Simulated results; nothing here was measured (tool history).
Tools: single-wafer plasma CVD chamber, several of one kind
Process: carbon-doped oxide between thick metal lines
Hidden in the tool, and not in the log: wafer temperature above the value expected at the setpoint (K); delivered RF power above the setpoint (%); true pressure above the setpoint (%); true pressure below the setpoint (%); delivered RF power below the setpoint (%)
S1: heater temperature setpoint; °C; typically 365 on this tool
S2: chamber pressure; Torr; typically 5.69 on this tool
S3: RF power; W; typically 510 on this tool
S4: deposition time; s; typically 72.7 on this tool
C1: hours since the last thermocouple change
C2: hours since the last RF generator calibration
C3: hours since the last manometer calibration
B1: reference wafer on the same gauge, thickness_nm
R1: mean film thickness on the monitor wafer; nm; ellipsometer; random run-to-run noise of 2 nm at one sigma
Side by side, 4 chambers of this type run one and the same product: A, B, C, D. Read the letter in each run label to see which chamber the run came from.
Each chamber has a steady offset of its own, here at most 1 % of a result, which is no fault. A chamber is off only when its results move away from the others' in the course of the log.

{"run": "1A", "hour": 10.0, "S1": 365, "S2": 5.69, "S3": 510, "S4": 72.7, "C1": 626.7, "C2": 886.6, "C3": 206.2, "B1": 422.94, "R1": 368.32}
{"run": "2C", "hour": 24.3, "S1": 365, "S2": 5.69, "S3": 510, "S4": 72.7, "C1": 545.8, "C2": 1172.4, "C3": 251.8, "B1": 422.97, "R1": 364.37}
{"run": "3D", "hour": 32.7, "S1": 365, "S2": 5.69, "S3": 510, "S4": 72.7, "C1": 855.5, "C2": 160.9, "C3": 884.6, "B1": 422.4, "R1": 363.67}
{"run": "4B", "hour": 44.4, "S1": 365, "S2": 5.69, "S3": 510, "S4": 72.7, "C1": 497.0, "C2": 1454.5, "C3": 100.0, "B1": 423.0, "R1": 371.65}
{"run": "5C", "hour": 58.8, "S1": 365, "S2": 5.69, "S3": 510, "S4": 72.7, "C1": 580.3, "C2": 1206.9, "C3": 286.3, "B1": 422.69, "R1": 362.27}
{"run": "6B", "hour": 72.9, "S1": 365, "S2": 5.69, "S3": 510, "S4": 72.7, "C1": 525.5, "C2": 1483.0, "C3": 128.5, "B1": 422.74, "R1": 364.24}
{"run": "7D", "hour": 85.2, "S1": 365, "S2": 5.69, "S3": 510, "S4": 72.7, "C1": 908.0, "C2": 213.4, "C3": 937.1, "B1": 423.5, "R1": 367.6}
{"run": "8A", "hour": 100.5, "S1": 365, "S2": 5.69, "S3": 510, "S4": 72.7, "C1": 717.2, "C2": 977.1, "C3": 296.7, "B1": 423.17, "R1": 363.0}
{"run": "9B", "hour": 112.9, "S1": 365, "S2": 5.69, "S3": 510, "S4": 72.7, "C1": 565.5, "C2": 1523.0, "C3": 168.5, "B1": 422.96, "R1": 366.33}
{"run": "10D", "hour": 123.8, "S1": 365, "S2": 5.69, "S3": 510, "S4": 72.7, "C1": 946.6, "C2": 252.0, "C3": 975.7, "B1": 422.76, "R1": 365.75}
{"run": "11C", "hour": 130.6, "S1": 365, "S2": 5.69, "S3": 510, "S4": 72.7, "C1": 652.1, "C2": 1278.7, "C3": 358.1, "B1": 422.96, "R1": 362.15}
{"run": "12A", "hour": 144.4, "S1": 365, "S2": 5.69, "S3": 510, "S4": 72.7, "C1": 761.1, "C2": 1021.0, "C3": 340.6, "B1": 423.62, "R1": 360.82}
{"run": "13B", "hour": 152.3, "S1": 365, "S2": 5.69, "S3": 510, "S4": 72.7, "C1": 604.9, "C2": 1562.4, "C3": 207.9, "B1": 423.09, "R1": 367.8}
{"run": "14D", "hour": 162.1, "S1": 365, "S2": 5.69, "S3": 510, "S4": 72.7, "C1": 984.9, "C2": 290.3, "C3": 1014.0, "B1": 422.85, "R1": 368.48}
{"hour": 166.1, "done": "chamber D: thermocouple changed; heater temperature recalibrated"}
{"run": "15C", "hour": 173.1, "S1": 365, "S2": 5.69, "S3": 510, "S4": 72.7, "C1": 694.6, "C2": 1321.2, "C3": 400.6, "B1": 423.12, "R1": 368.66}
{"run": "16A", "hour": 187.1, "S1": 360, "S2": 5.69, "S3": 510, "S4": 83.8, "C1": 803.8, "C2": 1063.7, "C3": 383.3, "B1": 423.11, "R1": 427.2}
{"hour": 188.7, "done": "chamber A: RF generator calibrated"}
{"run": "17A", "hour": 199.6, "S1": 360, "S2": 5.69, "S3": 510, "S4": 83.8, "C1": 816.3, "C2": 11.0, "C3": 395.8, "B1": 423.29, "R1": 425.97}
{"run": "18B", "hour": 209.0, "S1": 360, "S2": 5.69, "S3": 510, "S4": 83.8, "C1": 661.6, "C2": 1619.1, "C3": 264.6, "B1": 422.9, "R1": 430.37}
{"run": "19D", "hour": 224.1, "S1": 360, "S2": 5.69, "S3": 510, "S4": 83.8, "C1": 58.0, "C2": 352.3, "C3": 1076.0, "B1": 423.51, "R1": 429.98}
{"hour": 226.6, "done": "chamber B: RF generator calibrated"}
{"run": "20C", "hour": 236.7, "S1": 365, "S2": 5.69, "S3": 510, "S4": 72.7, "C1": 758.2, "C2": 1384.8, "C3": 464.2, "B1": 423.57, "R1": 365.73}
{"run": "21B", "hour": 245.6, "S1": 365, "S2": 5.69, "S3": 510, "S4": 72.7, "C1": 698.2, "C2": 19.0, "C3": 301.2, "B1": 422.65, "R1": 368.98}
{"run": "22A", "hour": 256.1, "S1": 365, "S2": 5.69, "S3": 510, "S4": 72.7, "C1": 872.8, "C2": 67.5, "C3": 452.3, "B1": 423.19, "R1": 364.47}
{"run": "23C", "hour": 265.1, "S1": 365, "S2": 5.69, "S3": 510, "S4": 72.7, "C1": 786.6, "C2": 1413.2, "C3": 492.6, "B1": 423.12, "R1": 367.18}
{"run": "24D", "hour": 274.4, "S1": 365, "S2": 5.69, "S3": 510, "S4": 72.7, "C1": 108.3, "C2": 402.6, "C3": 1126.3, "B1": 422.65, "R1": 363.27}
{"run": "25C", "hour": 286.2, "S1": 365, "S2": 5.05, "S3": 510, "S4": 65.5, "C1": 807.7, "C2": 1434.3, "C3": 513.7, "B1": 423.0, "R1": 323.45}
{"run": "26D", "hour": 295.4, "S1": 365, "S2": 5.05, "S3": 510, "S4": 65.5, "C1": 129.3, "C2": 423.6, "C3": 1147.3, "B1": 423.01, "R1": 320.08}
{"run": "27B", "hour": 310.6, "S1": 365, "S2": 5.05, "S3": 510, "S4": 65.5, "C1": 763.2, "C2": 84.0, "C3": 366.2, "B1": 423.65, "R1": 327.43}
{"run": "28A", "hour": 319.2, "S1": 365, "S2": 5.05, "S3": 510, "S4": 65.5, "C1": 935.9, "C2": 130.6, "C3": 515.4, "B1": 422.59, "R1": 325.14}
{"run": "29D", "hour": 331.1, "S1": 365, "S2": 5.69, "S3": 510, "S4": 72.7, "C1": 165.0, "C2": 459.3, "C3": 1183.0, "B1": 422.9, "R1": 358.48}
{"hour": 340.8, "done": "chamber A: thermocouple changed; heater temperature recalibrated"}
{"run": "30A", "hour": 346.0, "S1": 365, "S2": 5.69, "S3": 510, "S4": 72.7, "C1": 5.3, "C2": 157.4, "C3": 542.2, "B1": 422.67, "R1": 366.79}
{"run": "31B", "hour": 359.8, "S1": 365, "S2": 5.69, "S3": 510, "S4": 79.7, "C1": 812.4, "C2": 133.2, "C3": 415.4, "B1": 422.97, "R1": 404.84}
{"run": "32C", "hour": 375.0, "S1": 365, "S2": 5.69, "S3": 510, "S4": 79.7, "C1": 896.5, "C2": 1523.1, "C3": 602.5, "B1": 423.23, "R1": 397.6}
{"run": "33B", "hour": 385.5, "S1": 365, "S2": 5.69, "S3": 510, "S4": 79.7, "C1": 838.1, "C2": 158.9, "C3": 441.1, "B1": 422.83, "R1": 404.12}
{"hour": 386.5, "done": "chamber D: capacitance manometer re-zeroed and calibrated"}
{"run": "34D", "hour": 400.2, "S1": 365, "S2": 5.69, "S3": 510, "S4": 79.7, "C1": 234.1, "C2": 528.4, "C3": 13.7, "B1": 423.07, "R1": 394.0}
{"run": "35C", "hour": 413.5, "S1": 365, "S2": 5.69, "S3": 510, "S4": 72.7, "C1": 935.0, "C2": 1561.6, "C3": 641.0, "B1": 422.79, "R1": 363.97}
{"run": "36A", "hour": 427.5, "S1": 365, "S2": 5.69, "S3": 510, "S4": 72.7, "C1": 86.8, "C2": 238.9, "C3": 623.7, "B1": 423.34, "R1": 365.88}
{"run": "37A", "hour": 438.3, "S1": 365, "S2": 6.53, "S3": 510, "S4": 72.7, "C1": 97.6, "C2": 249.7, "C3": 634.5, "B1": 422.87, "R1": 372.26}
{"run": "38C", "hour": 447.9, "S1": 365, "S2": 6.53, "S3": 510, "S4": 72.7, "C1": 969.4, "C2": 1596.0, "C3": 675.4, "B1": 423.04, "R1": 367.97}
{"run": "39D", "hour": 458.0, "S1": 365, "S2": 6.53, "S3": 510, "S4": 72.7, "C1": 291.9, "C2": 586.2, "C3": 71.5, "B1": 422.8, "R1": 362.12}
{"run": "40B", "hour": 469.9, "S1": 365, "S2": 6.53, "S3": 510, "S4": 72.7, "C1": 922.5, "C2": 243.3, "C3": 525.5, "B1": 422.64, "R1": 374.5}

Does one chamber stand apart from the rest, does the shared gauge drift, or is all well apart from small per-chamber offsets? Give the chamber and the most likely cause, where there is one.

Chamber D drifts away from the others.
Likeliest cause: delivered RF power below the setpoint (%) = 5.91.

Chamber D could run next with any of the 4 candidate recipes listed below; each alters the usual settings, and their results appear as question marks. Which one brings its results back in line with what the other chambers deliver on the usual settings?
Allowed miss from the other chambers' usual-settings mean, per result, to count as in line: R1 6.90 nm
{"run": "41D-1", "hour": 481.1, "S1": 365, "S2": 5.74, "S3": 525, "S4": 76.0, "R1": "?"}
{"run": "41D-2", "hour": 481.1, "S1": 365, "S2": 5.72, "S3": 510, "S4": 74.9, "R1": "?"}
{"run": "41D-3", "hour": 481.1, "S1": 366, "S2": 5.61, "S3": 490, "S4": 72.7, "R1": "?"}
{"run": "41D-4", "hour": 481.1, "S1": 367, "S2": 5.53, "S3": 465, "S4": 72.7, "R1": "?"}

On the usual settings, the other chambers give on average: R1 366.37 nm
run=41D-1 R1=379.76
run=41D-2 R1=367.44
run=41D-3 R1=346.36
run=41D-4 R1=332.67
41D-2 brings the chamber back in line.
